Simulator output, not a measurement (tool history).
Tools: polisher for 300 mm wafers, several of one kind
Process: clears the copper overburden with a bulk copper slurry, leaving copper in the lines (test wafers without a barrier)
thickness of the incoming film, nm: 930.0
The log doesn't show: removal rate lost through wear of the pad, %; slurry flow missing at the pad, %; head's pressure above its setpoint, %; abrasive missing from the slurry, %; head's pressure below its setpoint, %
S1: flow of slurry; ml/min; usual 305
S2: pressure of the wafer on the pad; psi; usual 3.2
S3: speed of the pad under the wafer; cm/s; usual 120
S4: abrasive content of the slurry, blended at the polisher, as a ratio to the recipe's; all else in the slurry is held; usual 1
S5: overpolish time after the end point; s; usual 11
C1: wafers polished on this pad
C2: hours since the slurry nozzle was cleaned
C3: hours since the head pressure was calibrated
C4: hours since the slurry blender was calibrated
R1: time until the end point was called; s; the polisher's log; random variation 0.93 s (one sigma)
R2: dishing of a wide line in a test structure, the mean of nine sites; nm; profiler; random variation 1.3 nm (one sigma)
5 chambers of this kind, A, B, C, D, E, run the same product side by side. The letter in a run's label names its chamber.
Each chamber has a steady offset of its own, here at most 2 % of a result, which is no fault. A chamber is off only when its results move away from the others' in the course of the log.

run 1E hour=4.9 | S1=305 S2=3.2 S3=120 S4=1 S5=11 | C1=105 C2=632.1 C3=1167.8 C4=39.3 | R1=76.155 R2=79.162
run 2D hour=9.6 | S1=305 S2=3.2 S3=120 S4=1 S5=11 | C1=539 C2=187.9 C3=100.1 C4=252.7 | R1=75.047 R2=76.944
run 3A hour=13.2 | S1=305 S2=3.2 S3=120 S4=1 S5=11 | C1=522 C2=37 C3=381.2 C4=118.7 | R1=74.833 R2=79.182
run 4B hour=16.2 | S1=305 S2=3.2 S3=120 S4=1 S5=11 | C1=1404 C2=308.5 C3=841.5 C4=138.3 | R1=75.922 R2=81.52
run 5C hour=19.2 | S1=305 S2=3.2 S3=120 S4=1 S5=11 | C1=433 C2=48.6 C3=66.4 C4=55.5 | R1=74.947 R2=80.135
run 6E hour=24.1 | S1=305 S2=3.2 S3=120 S4=1 S5=11 | C1=357 C2=651.3 C3=1187 C4=58.5 | R1=73.77 R2=78.465
-- hour=25.1 chamber D: slurry blender recalibrated
run 7A hour=26.2 | S1=305 S2=3.2 S3=120 S4=1 S5=11 | C1=693 C2=50 C3=394.2 C4=131.7 | R1=73.165 R2=79.673
-- hour=28.1 chamber B: worn pad replaced by a new one
run 8C hour=29.9 | S1=305 S2=3.2 S3=120 S4=1 S5=11 | C1=574 C2=59.3 C3=77.1 C4=66.2 | R1=74.901 R2=78.642
run 9D hour=34.5 | S1=305 S2=3.2 S3=120 S4=1 S5=11 | C1=866 C2=212.8 C3=125 C4=9.5 | R1=74.62 R2=79.084
run 10B hour=38.6 | S1=305 S2=3.2 S3=120 S4=1 S5=11 | C1=137 C2=330.9 C3=863.9 C4=160.7 | R1=75.224 R2=78.106
-- hour=40.9 chamber C: worn pad replaced by a new one
run 11D hour=41.3 | S1=305 S2=3.2 S3=106 S4=1 S5=11 | C1=955 C2=219.6 C3=131.8 C4=16.3 | R1=85.28 R2=73.285
run 12A hour=44.8 | S1=305 S2=3.2 S3=106 S4=1 S5=11 | C1=937 C2=68.6 C3=412.8 C4=150.3 | R1=83.46 R2=72.903
run 13C hour=48.5 | S1=305 S2=3.2 S3=106 S4=1 S5=11 | C1=100 C2=77.9 C3=95.7 C4=84.8 | R1=84.111 R2=71.318
-- hour=48.8 chamber B: head pressure recalibrated
run 14E hour=52.7 | S1=305 S2=3.2 S3=106 S4=1 S5=11 | C1=732 C2=679.9 C3=1215.6 C4=87.1 | R1=86.044 R2=71.37
run 15B hour=55.8 | S1=305 S2=3.2 S3=106 S4=1 S5=11 | C1=363 C2=348.1 C3=7.1 C4=177.9 | R1=88.733 R2=71.405
run 16B hour=60.3 | S1=305 S2=3.2 S3=120 S4=1 S5=11 | C1=422 C2=352.6 C3=11.6 C4=182.4 | R1=74.966 R2=76.295
run 17D hour=63.6 | S1=305 S2=3.2 S3=120 S4=1 S5=11 | C1=1248 C2=241.9 C3=154.1 C4=38.6 | R1=76.258 R2=79.43
run 18A hour=66 | S1=305 S2=3.2 S3=120 S4=1 S5=11 | C1=1215 C2=89.8 C3=434 C4=171.5 | R1=74.432 R2=78.317
-- hour=67.7 chamber D: worn pad replaced by a new one
run 19E hour=70.7 | S1=305 S2=3.2 S3=120 S4=1 S5=11 | C1=969 C2=697.9 C3=1233.6 C4=105.1 | R1=75.798 R2=77.942
-- hour=72.9 chamber E: worn pad replaced by a new one
run 20C hour=75.5 | S1=305 S2=3.2 S3=120 S4=1 S5=11 | C1=454 C2=104.9 C3=122.7 C4=111.8 | R1=74 R2=79.881
-- hour=76.7 chamber A: worn pad replaced by a new one
run 21C hour=78 | S1=305 S2=3.2 S3=120 S4=1 S5=11 | C1=487 C2=107.4 C3=125.2 C4=114.3 | R1=76.288 R2=80.446
run 22D hour=82.2 | S1=305 S2=3.2 S3=120 S4=1 S5=11 | C1=190 C2=260.5 C3=172.7 C4=57.2 | R1=74.31 R2=80.526
run 23E hour=87.1 | S1=305 S2=3.2 S3=120 S4=1 S5=11 | C1=186 C2=714.3 C3=1250 C4=121.5 | R1=73.27 R2=81.52
-- hour=88.8 chamber C: worn pad replaced by a new one
run 24B hour=89.2 | S1=305 S2=3.2 S3=120 S4=1 S5=11 | C1=801 C2=381.5 C3=40.5 C4=211.3 | R1=77.979 R2=76.672
run 25A hour=92.7 | S1=305 S2=3.2 S3=120 S4=1 S5=11 | C1=210 C2=116.5 C3=460.7 C4=198.2 | R1=74.521 R2=79.787
run 26B hour=94.9 | S1=305 S2=3.2 S3=120 S4=1 S5=11 | C1=876 C2=387.2 C3=46.2 C4=217 | R1=79.041 R2=76.725
-- hour=97.3 chamber D: slurry nozzle cleaned
run 27E hour=98.9 | S1=305 S2=3.2 S3=120 S4=1 S5=11 | C1=341 C2=726.1 C3=1261.8 C4=133.3 | R1=75.581 R2=78.17
-- hour=99.2 chamber E: slurry nozzle cleaned
run 28A hour=103.3 | S1=305 S2=3.2 S3=120 S4=1 S5=11 | C1=349 C2=127.1 C3=471.3 C4=208.8 | R1=73.582 R2=78.84
run 29D hour=106.4 | S1=305 S2=3.2 S3=120 S4=1 S5=11 | C1=508 C2=9.2 C3=196.9 C4=81.4 | R1=75.019 R2=75.945
run 30C hour=108.8 | S1=235 S2=3.2 S3=120 S4=1 S5=11 | C1=263 C2=138.2 C3=156 C4=145.1 | R1=76.493 R2=76.865
run 31E hour=111.4 | S1=235 S2=3.2 S3=120 S4=1 S5=11 | C1=505 C2=12.2 C3=1274.3 C4=145.8 | R1=78.13 R2=79.059
run 32A hour=114.6 | S1=235 S2=3.2 S3=120 S4=1 S5=11 | C1=497 C2=138.4 C3=482.6 C4=220.1 | R1=76.205 R2=78.643
run 33D hour=117.4 | S1=235 S2=3.2 S3=120 S4=1 S5=11 | C1=652 C2=20.2 C3=207.9 C4=92.4 | R1=77.241 R2=76.447
-- hour=119.8 chamber B: worn pad replaced by a new one
run 34B hour=120.1 | S1=235 S2=3.2 S3=120 S4=1 S5=11 | C1=4 C2=412.4 C3=71.4 C4=242.2 | R1=81.861 R2=74.386
run 35C hour=124.8 | S1=305 S2=3.2 S3=120 S4=1 S5=11 | C1=473 C2=154.2 C3=172 C4=161.1 | R1=75.513 R2=79.064

All 5 chambers run these settings next. Forecast each chamber's results:
run 36A hour=128.3 | S1=225 S2=3.2 S3=120 S4=1 S5=11 | R1=? R2=?
run 36B hour=128.3 | S1=225 S2=3.2 S3=120 S4=1 S5=11 | R1=? R2=?
run 36C hour=128.3 | S1=225 S2=3.2 S3=120 S4=1 S5=11 | R1=? R2=?
run 36D hour=128.3 | S1=225 S2=3.2 S3=120 S4=1 S5=11 | R1=? R2=?
run 36E hour=128.3 | S1=225 S2=3.2 S3=120 S4=1 S5=11 | R1=? R2=?

run=36A R1=76.091 R2=77.4
run=36B R1=83.472 R2=73.97
run=36C R1=78.488 R2=78.5
run=36D R1=75.996 R2=77.105
run=36E R1=76.371 R2=79.598
